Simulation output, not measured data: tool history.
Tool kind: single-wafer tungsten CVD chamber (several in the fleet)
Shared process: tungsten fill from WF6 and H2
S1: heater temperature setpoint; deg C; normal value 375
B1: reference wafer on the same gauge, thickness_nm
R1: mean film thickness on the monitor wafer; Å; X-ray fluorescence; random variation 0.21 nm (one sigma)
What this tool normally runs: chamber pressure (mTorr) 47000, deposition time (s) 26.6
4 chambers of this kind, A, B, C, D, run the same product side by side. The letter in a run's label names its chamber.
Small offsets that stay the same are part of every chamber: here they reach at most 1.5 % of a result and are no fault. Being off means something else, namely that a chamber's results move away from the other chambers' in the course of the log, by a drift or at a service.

{"run": "1C", "hour": 3.9, "S1": 375, "chamber pressure (mTorr)": 47000, "deposition time (s)": 26.6, "B1": 68.64, "R1": 582.89}
{"run": "2D", "hour": 9.1, "S1": 375, "chamber pressure (mTorr)": 47000, "deposition time (s)": 26.6, "B1": 68.738, "R1": 578.9}
{"run": "3B", "hour": 12.4, "S1": 375, "chamber pressure (mTorr)": 47000, "deposition time (s)": 26.6, "B1": 68.728, "R1": 588.22}
{"run": "4A", "hour": 17.7, "S1": 375, "chamber pressure (mTorr)": 47000, "deposition time (s)": 26.6, "B1": 68.679, "R1": 583.96}
{"run": "5A", "hour": 21.8, "S1": 375, "chamber pressure (mTorr)": 47000, "deposition time (s)": 26.6, "B1": 68.69, "R1": 584.01}
{"run": "6C", "hour": 26.6, "S1": 375, "chamber pressure (mTorr)": 47000, "deposition time (s)": 26.6, "B1": 68.695, "R1": 577.9}
{"run": "7D", "hour": 30.5, "S1": 375, "chamber pressure (mTorr)": 47000, "deposition time (s)": 26.6, "B1": 68.701, "R1": 579.94}
{"run": "8B", "hour": 33.0, "S1": 375, "chamber pressure (mTorr)": 57700, "deposition time (s)": 26.6, "B1": 68.642, "R1": 641.8}
{"run": "9D", "hour": 37.8, "S1": 375, "chamber pressure (mTorr)": 57700, "deposition time (s)": 26.6, "B1": 68.725, "R1": 633.48}
{"run": "10C", "hour": 43.0, "S1": 375, "chamber pressure (mTorr)": 57700, "deposition time (s)": 26.6, "B1": 68.69, "R1": 637.64}
{"run": "11B", "hour": 46.7, "S1": 375, "chamber pressure (mTorr)": 57700, "deposition time (s)": 26.6, "B1": 68.662, "R1": 641.4}
{"run": "12A", "hour": 49.9, "S1": 375, "chamber pressure (mTorr)": 47000, "deposition time (s)": 26.6, "B1": 68.703, "R1": 584.72}
{"run": "13C", "hour": 54.6, "S1": 375, "chamber pressure (mTorr)": 47000, "deposition time (s)": 26.6, "B1": 68.684, "R1": 579.41}
{"run": "14A", "hour": 58.6, "S1": 375, "chamber pressure (mTorr)": 47000, "deposition time (s)": 26.6, "B1": 68.669, "R1": 582.83}
{"run": "15D", "hour": 61.7, "S1": 375, "chamber pressure (mTorr)": 47000, "deposition time (s)": 26.6, "B1": 68.722, "R1": 578.04}
{"run": "16B", "hour": 65.3, "S1": 375, "chamber pressure (mTorr)": 47000, "deposition time (s)": 26.6, "B1": 68.728, "R1": 585.71}
{"run": "17D", "hour": 68.5, "S1": 375, "chamber pressure (mTorr)": 47000, "deposition time (s)": 26.6, "B1": 68.618, "R1": 574.78}
{"run": "18C", "hour": 71.1, "S1": 375, "chamber pressure (mTorr)": 47000, "deposition time (s)": 26.6, "B1": 68.689, "R1": 588.91}
{"run": "19A", "hour": 76.1, "S1": 375, "chamber pressure (mTorr)": 56100, "deposition time (s)": 31.7, "B1": 68.673, "R1": 750.69}
{"run": "20B", "hour": 79.0, "S1": 375, "chamber pressure (mTorr)": 56100, "deposition time (s)": 31.7, "B1": 68.688, "R1": 753.31}
{"run": "21A", "hour": 81.3, "S1": 375, "chamber pressure (mTorr)": 56100, "deposition time (s)": 31.7, "B1": 68.661, "R1": 748.36}
{"run": "22D", "hour": 86.2, "S1": 375, "chamber pressure (mTorr)": 56100, "deposition time (s)": 31.7, "B1": 68.688, "R1": 744.31}
{"run": "23C", "hour": 89.7, "S1": 375, "chamber pressure (mTorr)": 47000, "deposition time (s)": 26.6, "B1": 68.651, "R1": 589.76}
{"run": "24B", "hour": 94.4, "S1": 375, "chamber pressure (mTorr)": 47000, "deposition time (s)": 26.6, "B1": 68.696, "R1": 582.99}
{"run": "25D", "hour": 98.7, "S1": 375, "chamber pressure (mTorr)": 47000, "deposition time (s)": 26.6, "B1": 68.665, "R1": 576.38}
{"run": "26C", "hour": 102.0, "S1": 375, "chamber pressure (mTorr)": 47000, "deposition time (s)": 26.6, "B1": 68.693, "R1": 591.14}
{"run": "27B", "hour": 106.9, "S1": 375, "chamber pressure (mTorr)": 47000, "deposition time (s)": 21.7, "B1": 68.652, "R1": 476.34}
{"run": "28A", "hour": 110.9, "S1": 375, "chamber pressure (mTorr)": 47000, "deposition time (s)": 21.7, "B1": 68.678, "R1": 476.69}
{"run": "29A", "hour": 115.1, "S1": 375, "chamber pressure (mTorr)": 47000, "deposition time (s)": 21.7, "B1": 68.731, "R1": 475.18}
{"run": "30B", "hour": 117.9, "S1": 375, "chamber pressure (mTorr)": 47000, "deposition time (s)": 21.7, "B1": 68.747, "R1": 477.08}
{"run": "31C", "hour": 122.8, "S1": 375, "chamber pressure (mTorr)": 38900, "deposition time (s)": 26.6, "B1": 68.61, "R1": 546.66}
{"run": "32D", "hour": 127.5, "S1": 375, "chamber pressure (mTorr)": 38900, "deposition time (s)": 26.6, "B1": 68.706, "R1": 528.1}
{"run": "33D", "hour": 132.4, "S1": 375, "chamber pressure (mTorr)": 38900, "deposition time (s)": 26.6, "B1": 68.698, "R1": 527.61}
{"run": "34B", "hour": 137.3, "S1": 375, "chamber pressure (mTorr)": 38900, "deposition time (s)": 26.6, "B1": 68.766, "R1": 532.95}
{"run": "35C", "hour": 140.6, "S1": 375, "chamber pressure (mTorr)": 47000, "deposition time (s)": 26.6, "B1": 68.724, "R1": 596.41}
{"run": "36A", "hour": 143.9, "S1": 375, "chamber pressure (mTorr)": 47000, "deposition time (s)": 26.6, "B1": 68.648, "R1": 582.09}
{"run": "37B", "hour": 147.2, "S1": 375, "chamber pressure (mTorr)": 47000, "deposition time (s)": 26.6, "B1": 68.673, "R1": 585}
{"run": "38A", "hour": 149.7, "S1": 365, "chamber pressure (mTorr)": 47000, "deposition time (s)": 28.8, "B1": 68.67, "R1": 514.41}
{"run": "39D", "hour": 153.4, "S1": 365, "chamber pressure (mTorr)": 47000, "deposition time (s)": 28.8, "B1": 68.731, "R1": 505.06}
{"run": "40C", "hour": 156.0, "S1": 365, "chamber pressure (mTorr)": 47000, "deposition time (s)": 28.8, "B1": 68.724, "R1": 522.06}
{"run": "41B", "hour": 159.2, "S1": 365, "chamber pressure (mTorr)": 47000, "deposition time (s)": 28.8, "B1": 68.732, "R1": 513.79}
{"run": "42C", "hour": 162.9, "S1": 375, "chamber pressure (mTorr)": 47000, "deposition time (s)": 26.6, "B1": 68.704, "R1": 599.98}
{"run": "43A", "hour": 166.0, "S1": 375, "chamber pressure (mTorr)": 47000, "deposition time (s)": 26.6, "B1": 68.7, "R1": 581.06}

Which is it: a chamber that has drifted or been left off by a service, a gauge drift common to all chambers, or only each chamber's usual small offset? If a chamber is off, name it and its likeliest cause.

Little by little, chamber C moves away from the other chambers.
Likeliest cause: wafer temperature above the value expected at the setpoint (K) = 1.59.
With only this log, it may be confused with: true pressure above the setpoint (%).

Below are 4 candidate recipes for chamber C's next run, each the usual settings with a change, their results shown as question marks. Which of them brings C's results back in line with what the other chambers give on the usual settings?
In-line tolerance around the mean of the other chambers on the usual settings: R1 7.3 Å
{"run": "44C-1", "hour": 169.9, "S1": 375, "chamber pressure (mTorr)": 47800, "deposition time (s)": 27.2, "R1": "?"}
{"run": "44C-2", "hour": 169.9, "S1": 375, "chamber pressure (mTorr)": 46000, "deposition time (s)": 26.6, "R1": "?"}
{"run": "44C-3", "hour": 169.9, "S1": 375, "chamber pressure (mTorr)": 47200, "deposition time (s)": 26.8, "R1": "?"}
{"run": "44C-4", "hour": 169.9, "S1": 375, "chamber pressure (mTorr)": 46200, "deposition time (s)": 26, "R1": "?"}

What the other chambers average on the usual settings: R1 581.51 Å
run=44C-1 R1=618.76
run=44C-2 R1=594.47
run=44C-3 R1=606.09
run=44C-4 R1=582.17
44C-4 is the one that brings the chamber's results back in line with the other chambers.
